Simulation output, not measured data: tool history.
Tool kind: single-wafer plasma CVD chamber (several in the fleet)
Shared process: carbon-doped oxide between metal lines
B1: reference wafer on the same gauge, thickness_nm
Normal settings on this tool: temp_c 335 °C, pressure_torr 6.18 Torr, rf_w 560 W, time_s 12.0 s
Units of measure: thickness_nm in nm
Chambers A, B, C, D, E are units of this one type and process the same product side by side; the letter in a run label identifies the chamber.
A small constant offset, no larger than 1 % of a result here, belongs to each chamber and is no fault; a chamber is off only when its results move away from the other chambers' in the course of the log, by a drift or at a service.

run 1E hour=10.3 | temp_c=335 pressure_torr=6.18 rf_w=560 time_s=12.0 | B1=68.622 | thickness_nm=72.510
run 2B hour=20.2 | temp_c=335 pressure_torr=6.18 rf_w=560 time_s=12.0 | B1=68.607 | thickness_nm=72.485
run 3D hour=27.1 | temp_c=335 pressure_torr=6.18 rf_w=560 time_s=12.0 | B1=68.577 | thickness_nm=71.904
run 4A hour=38.7 | temp_c=335 pressure_torr=6.18 rf_w=560 time_s=12.0 | B1=68.588 | thickness_nm=71.856
run 5C hour=49.8 | temp_c=325 pressure_torr=6.18 rf_w=560 time_s=12.0 | B1=68.631 | thickness_nm=73.878
run 6D hour=61.0 | temp_c=325 pressure_torr=6.18 rf_w=560 time_s=12.0 | B1=68.595 | thickness_nm=74.220
run 7E hour=70.9 | temp_c=325 pressure_torr=6.18 rf_w=560 time_s=12.0 | B1=68.613 | thickness_nm=75.168
run 8B hour=76.5 | temp_c=325 pressure_torr=6.18 rf_w=560 time_s=12.0 | B1=68.613 | thickness_nm=74.888
run 9C hour=88.5 | temp_c=325 pressure_torr=6.18 rf_w=560 time_s=12.0 | B1=68.600 | thickness_nm=74.214
run 10A hour=94.3 | temp_c=335 pressure_torr=6.18 rf_w=560 time_s=12.0 | B1=68.605 | thickness_nm=71.783
run 11D hour=99.8 | temp_c=335 pressure_torr=6.18 rf_w=560 time_s=12.0 | B1=68.589 | thickness_nm=71.715
run 12E hour=106.3 | temp_c=335 pressure_torr=6.18 rf_w=560 time_s=12.0 | B1=68.610 | thickness_nm=72.174
run 13A hour=114.0 | temp_c=335 pressure_torr=6.18 rf_w=560 time_s=12.0 | B1=68.608 | thickness_nm=71.937
run 14C hour=123.3 | temp_c=335 pressure_torr=6.18 rf_w=560 time_s=12.0 | B1=68.627 | thickness_nm=71.587
run 15B hour=136.0 | temp_c=335 pressure_torr=6.18 rf_w=560 time_s=12.0 | B1=68.536 | thickness_nm=72.485
run 16B hour=141.7 | temp_c=335 pressure_torr=6.18 rf_w=560 time_s=12.0 | B1=68.588 | thickness_nm=71.941
run 17E hour=151.0 | temp_c=335 pressure_torr=6.18 rf_w=560 time_s=12.0 | B1=68.572 | thickness_nm=71.963
run 18D hour=162.9 | temp_c=322 pressure_torr=6.18 rf_w=560 time_s=10.6 | B1=68.598 | thickness_nm=66.196
run 19A hour=173.2 | temp_c=322 pressure_torr=6.18 rf_w=560 time_s=10.6 | B1=68.619 | thickness_nm=66.923
run 20C hour=185.1 | temp_c=322 pressure_torr=6.18 rf_w=560 time_s=10.6 | B1=68.589 | thickness_nm=65.991
run 21A hour=191.5 | temp_c=322 pressure_torr=6.18 rf_w=560 time_s=10.6 | B1=68.612 | thickness_nm=66.891
run 22D hour=200.1 | temp_c=322 pressure_torr=6.18 rf_w=560 time_s=10.6 | B1=68.601 | thickness_nm=66.128
run 23E hour=206.9 | temp_c=335 pressure_torr=6.18 rf_w=560 time_s=12.0 | B1=68.619 | thickness_nm=71.497
run 24B hour=214.8 | temp_c=349 pressure_torr=6.18 rf_w=560 time_s=13.2 | B1=68.576 | thickness_nm=75.614
run 25C hour=225.3 | temp_c=349 pressure_torr=6.18 rf_w=560 time_s=13.2 | B1=68.615 | thickness_nm=75.043
run 26D hour=234.6 | temp_c=349 pressure_torr=6.18 rf_w=560 time_s=13.2 | B1=68.580 | thickness_nm=75.450
run 27C hour=246.9 | temp_c=349 pressure_torr=6.18 rf_w=560 time_s=13.2 | B1=68.555 | thickness_nm=75.348
run 28B hour=252.9 | temp_c=349 pressure_torr=6.18 rf_w=560 time_s=13.2 | B1=68.615 | thickness_nm=75.815
run 29E hour=258.6 | temp_c=335 pressure_torr=6.18 rf_w=560 time_s=12.0 | B1=68.593 | thickness_nm=70.670
run 30A hour=268.7 | temp_c=335 pressure_torr=6.18 rf_w=560 time_s=12.0 | B1=68.581 | thickness_nm=72.343
run 31A hour=277.0 | temp_c=335 pressure_torr=6.18 rf_w=560 time_s=12.0 | B1=68.555 | thickness_nm=72.091
run 32E hour=286.0 | temp_c=335 pressure_torr=6.18 rf_w=560 time_s=12.0 | B1=68.598 | thickness_nm=70.375
run 33B hour=294.5 | temp_c=335 pressure_torr=6.18 rf_w=560 time_s=12.0 | B1=68.616 | thickness_nm=72.066
run 34D hour=306.0 | temp_c=335 pressure_torr=6.18 rf_w=560 time_s=12.0 | B1=68.625 | thickness_nm=71.785
run 35C hour=317.8 | temp_c=335 pressure_torr=6.18 rf_w=560 time_s=12.0 | B1=68.534 | thickness_nm=71.286
-- hour=319.9 chamber B: capacitance manometer re-zeroed and calibrated
run 36B hour=325.0 | temp_c=335 pressure_torr=6.18 rf_w=560 time_s=12.0 | B1=68.597 | thickness_nm=71.971
run 37C hour=337.8 | temp_c=335 pressure_torr=6.18 rf_w=560 time_s=12.0 | B1=68.635 | thickness_nm=71.318

Each of the 5 chambers runs these same settings next. Fill in every chamber's results:
run 38A hour=346.9 | temp_c=335 pressure_torr=6.18 rf_w=560 time_s=12.0 | thickness_nm=?
run 38B hour=346.9 | temp_c=335 pressure_torr=6.18 rf_w=560 time_s=12.0 | thickness_nm=?
run 38C hour=346.9 | temp_c=335 pressure_torr=6.18 rf_w=560 time_s=12.0 | thickness_nm=?
run 38D hour=346.9 | temp_c=335 pressure_torr=6.18 rf_w=560 time_s=12.0 | thickness_nm=?
run 38E hour=346.9 | temp_c=335 pressure_torr=6.18 rf_w=560 time_s=12.0 | thickness_nm=?

run=38A thickness_nm=71.733
run=38B thickness_nm=72.219
run=38C thickness_nm=71.240
run=38D thickness_nm=71.721
run=38E thickness_nm=70.163

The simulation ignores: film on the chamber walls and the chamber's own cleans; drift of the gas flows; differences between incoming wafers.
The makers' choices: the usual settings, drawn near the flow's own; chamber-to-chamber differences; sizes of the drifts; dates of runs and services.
